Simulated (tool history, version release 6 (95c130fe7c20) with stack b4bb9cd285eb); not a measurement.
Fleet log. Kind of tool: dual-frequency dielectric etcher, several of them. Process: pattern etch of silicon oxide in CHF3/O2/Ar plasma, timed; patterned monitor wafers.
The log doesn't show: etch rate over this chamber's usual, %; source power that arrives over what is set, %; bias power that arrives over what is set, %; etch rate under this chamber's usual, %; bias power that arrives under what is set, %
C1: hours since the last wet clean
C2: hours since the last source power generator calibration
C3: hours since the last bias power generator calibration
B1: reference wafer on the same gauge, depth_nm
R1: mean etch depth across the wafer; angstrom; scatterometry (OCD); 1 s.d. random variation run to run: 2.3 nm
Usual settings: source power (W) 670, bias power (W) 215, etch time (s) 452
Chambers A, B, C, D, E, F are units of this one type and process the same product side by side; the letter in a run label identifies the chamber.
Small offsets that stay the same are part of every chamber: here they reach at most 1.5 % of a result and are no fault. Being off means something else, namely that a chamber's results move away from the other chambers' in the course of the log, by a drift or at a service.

{"run": "1C", "day": 0.404, "source power (W)": 670, "bias power (W)": 215, "etch time (s)": 452, "C1": 247.8, "C2": 355.4, "C3": 2139.2, "B1": 1084.2, "R1": 9849.2}
{"run": "2D", "day": 0.821, "source power (W)": 670, "bias power (W)": 215, "etch time (s)": 452, "C1": 161.1, "C2": 3367.4, "C3": 2140.8, "B1": 1084.2, "R1": 9949.1}
{"run": "3E", "day": 1.138, "source power (W)": 670, "bias power (W)": 215, "etch time (s)": 452, "C1": 220.4, "C2": 97.1, "C3": 732.4, "B1": 1083.5, "R1": 10042}
{"run": "4A", "day": 1.546, "source power (W)": 670, "bias power (W)": 215, "etch time (s)": 452, "C1": 286.3, "C2": 254.3, "C3": 1912.7, "B1": 1084.6, "R1": 10007}
{"run": "5B", "day": 1.771, "source power (W)": 670, "bias power (W)": 215, "etch time (s)": 452, "C1": 443.3, "C2": 680.9, "C3": 899.7, "B1": 1084.2, "R1": 9927.7}
{"run": "6F", "day": 2.117, "source power (W)": 670, "bias power (W)": 215, "etch time (s)": 452, "C1": 185.8, "C2": 169.8, "C3": 3518.6, "B1": 1084.6, "R1": 9942.8}
{"run": "7B", "day": 2.412, "source power (W)": 670, "bias power (W)": 215, "etch time (s)": 452, "C1": 458.7, "C2": 696.3, "C3": 915.1, "B1": 1084.6, "R1": 9877.3}
{"run": "8D", "day": 2.658, "source power (W)": 670, "bias power (W)": 215, "etch time (s)": 452, "C1": 205.2, "C2": 3411.5, "C3": 2184.9, "B1": 1084.1, "R1": 9960.9}
{"run": "9C", "day": 2.875, "source power (W)": 670, "bias power (W)": 215, "etch time (s)": 452, "C1": 307.1, "C2": 414.7, "C3": 2198.5, "B1": 1083.9, "R1": 9901.9}
{"run": "10E", "day": 3.288, "source power (W)": 670, "bias power (W)": 215, "etch time (s)": 452, "C1": 272, "C2": 148.7, "C3": 784, "B1": 1083.9, "R1": 10025}
{"run": "11A", "day": 3.604, "source power (W)": 670, "bias power (W)": 215, "etch time (s)": 452, "C1": 335.7, "C2": 303.7, "C3": 1962.1, "B1": 1084.2, "R1": 10023}
{"run": "12F", "day": 3.888, "source power (W)": 670, "bias power (W)": 215, "etch time (s)": 452, "C1": 228.3, "C2": 212.3, "C3": 3561.1, "B1": 1084, "R1": 9990.2}
{"run": "13B", "day": 4.092, "source power (W)": 670, "bias power (W)": 215, "etch time (s)": 452, "C1": 499, "C2": 736.6, "C3": 955.4, "B1": 1083.7, "R1": 9863.3}
{"run": "14E", "day": 4.479, "source power (W)": 670, "bias power (W)": 215, "etch time (s)": 452, "C1": 300.6, "C2": 177.3, "C3": 812.6, "B1": 1084.1, "R1": 9980}
{"run": "15D", "day": 4.679, "source power (W)": 670, "bias power (W)": 215, "etch time (s)": 452, "C1": 253.7, "C2": 3460, "C3": 2233.4, "B1": 1084.3, "R1": 9946.6}
{"run": "16C", "day": 5.071, "source power (W)": 670, "bias power (W)": 215, "etch time (s)": 452, "C1": 359.8, "C2": 467.4, "C3": 2251.2, "B1": 1084.1, "R1": 9874.5}
{"day": 5.238, "done": "chamber A: wet clean of the chamber"}
{"run": "17F", "day": 5.438, "source power (W)": 670, "bias power (W)": 248, "etch time (s)": 378, "C1": 265.5, "C2": 249.5, "C3": 3598.3, "B1": 1084.5, "R1": 8730.4}
{"run": "18A", "day": 5.8, "source power (W)": 670, "bias power (W)": 248, "etch time (s)": 378, "C1": 13.6, "C2": 356.4, "C3": 2014.8, "B1": 1083.9, "R1": 8805}
{"day": 5.992, "done": "chamber C: wet clean of the chamber"}
{"run": "19B", "day": 6.038, "source power (W)": 670, "bias power (W)": 248, "etch time (s)": 378, "C1": 545.7, "C2": 783.3, "C3": 1002.1, "B1": 1084, "R1": 8715.8}
{"run": "20D", "day": 6.446, "source power (W)": 670, "bias power (W)": 248, "etch time (s)": 378, "C1": 296.1, "C2": 3502.4, "C3": 2275.8, "B1": 1084.5, "R1": 8822.4}
{"run": "21A", "day": 6.671, "source power (W)": 670, "bias power (W)": 248, "etch time (s)": 378, "C1": 34.5, "C2": 377.3, "C3": 2035.7, "B1": 1084.2, "R1": 8791.1}
{"run": "22E", "day": 7.033, "source power (W)": 670, "bias power (W)": 248, "etch time (s)": 378, "C1": 361.9, "C2": 238.6, "C3": 873.9, "B1": 1084.5, "R1": 8805.2}
{"run": "23C", "day": 7.342, "source power (W)": 670, "bias power (W)": 215, "etch time (s)": 452, "C1": 32.4, "C2": 521.9, "C3": 2305.7, "B1": 1083.3, "R1": 9658.5}
{"run": "24F", "day": 7.721, "source power (W)": 540, "bias power (W)": 197, "etch time (s)": 452, "C1": 320.3, "C2": 304.3, "C3": 3653.1, "B1": 1083.3, "R1": 8867.1}
{"day": 7.979, "done": "chamber D: source power generator calibrated"}
{"run": "25B", "day": 8.038, "source power (W)": 540, "bias power (W)": 197, "etch time (s)": 452, "C1": 593.7, "C2": 831.3, "C3": 1050.1, "B1": 1084.1, "R1": 8844}
{"run": "26A", "day": 8.275, "source power (W)": 540, "bias power (W)": 197, "etch time (s)": 452, "C1": 73, "C2": 415.8, "C3": 2074.2, "B1": 1084.2, "R1": 8924}
{"run": "27D", "day": 8.508, "source power (W)": 540, "bias power (W)": 197, "etch time (s)": 452, "C1": 345.6, "C2": 12.7, "C3": 2325.3, "B1": 1083.6, "R1": 8943.2}
{"run": "28F", "day": 8.775, "source power (W)": 540, "bias power (W)": 197, "etch time (s)": 452, "C1": 345.6, "C2": 329.6, "C3": 3678.4, "B1": 1083.1, "R1": 8921.5}
{"run": "29E", "day": 9.175, "source power (W)": 540, "bias power (W)": 197, "etch time (s)": 452, "C1": 413.3, "C2": 290, "C3": 925.3, "B1": 1084.2, "R1": 8956.7}
{"day": 9.388, "done": "chamber B: wet clean of the chamber"}
{"run": "30C", "day": 9.467, "source power (W)": 670, "bias power (W)": 215, "etch time (s)": 452, "C1": 83.4, "C2": 572.9, "C3": 2356.7, "B1": 1084.1, "R1": 9622.7}
{"run": "31A", "day": 9.8, "source power (W)": 670, "bias power (W)": 215, "etch time (s)": 452, "C1": 109.6, "C2": 452.4, "C3": 2110.8, "B1": 1083.7, "R1": 10057}
{"run": "32D", "day": 10.192, "source power (W)": 670, "bias power (W)": 215, "etch time (s)": 452, "C1": 386, "C2": 53.1, "C3": 2365.7, "B1": 1084.4, "R1": 9948.4}
{"run": "33B", "day": 10.433, "source power (W)": 670, "bias power (W)": 215, "etch time (s)": 452, "C1": 25.2, "C2": 888.8, "C3": 1107.6, "B1": 1084, "R1": 9923.7}
{"run": "34E", "day": 10.838, "source power (W)": 670, "bias power (W)": 198, "etch time (s)": 332.5, "C1": 453.2, "C2": 329.9, "C3": 965.2, "B1": 1083.7, "R1": 7146.2}
{"day": 10.912, "done": "chamber F: bias power generator calibrated"}
{"run": "35C", "day": 11.1, "source power (W)": 670, "bias power (W)": 198, "etch time (s)": 332.5, "C1": 122.6, "C2": 612.1, "C3": 2395.9, "B1": 1083.6, "R1": 6913}
{"run": "36F", "day": 11.283, "source power (W)": 670, "bias power (W)": 198, "etch time (s)": 332.5, "C1": 405.8, "C2": 389.8, "C3": 8.9, "B1": 1084.6, "R1": 7115.9}
{"run": "37A", "day": 11.475, "source power (W)": 670, "bias power (W)": 198, "etch time (s)": 332.5, "C1": 149.8, "C2": 492.6, "C3": 2151, "B1": 1084.8, "R1": 7164.2}

All 6 chambers run these settings next. Forecast each chamber's results:
{"run": "38A", "day": 11.783, "source power (W)": 670, "bias power (W)": 215, "etch time (s)": 452, "R1": "?"}
{"run": "38B", "day": 11.783, "source power (W)": 670, "bias power (W)": 215, "etch time (s)": 452, "R1": "?"}
{"run": "38C", "day": 11.783, "source power (W)": 670, "bias power (W)": 215, "etch time (s)": 452, "R1": "?"}
{"run": "38D", "day": 11.783, "source power (W)": 670, "bias power (W)": 215, "etch time (s)": 452, "R1": "?"}
{"run": "38E", "day": 11.783, "source power (W)": 670, "bias power (W)": 215, "etch time (s)": 452, "R1": "?"}
{"run": "38F", "day": 11.783, "source power (W)": 670, "bias power (W)": 215, "etch time (s)": 452, "R1": "?"}

run=38A R1=9986.8
run=38B R1=9869.8
run=38C R1=9624.6
run=38D R1=9955.6
run=38E R1=10011
run=38F R1=9907.1
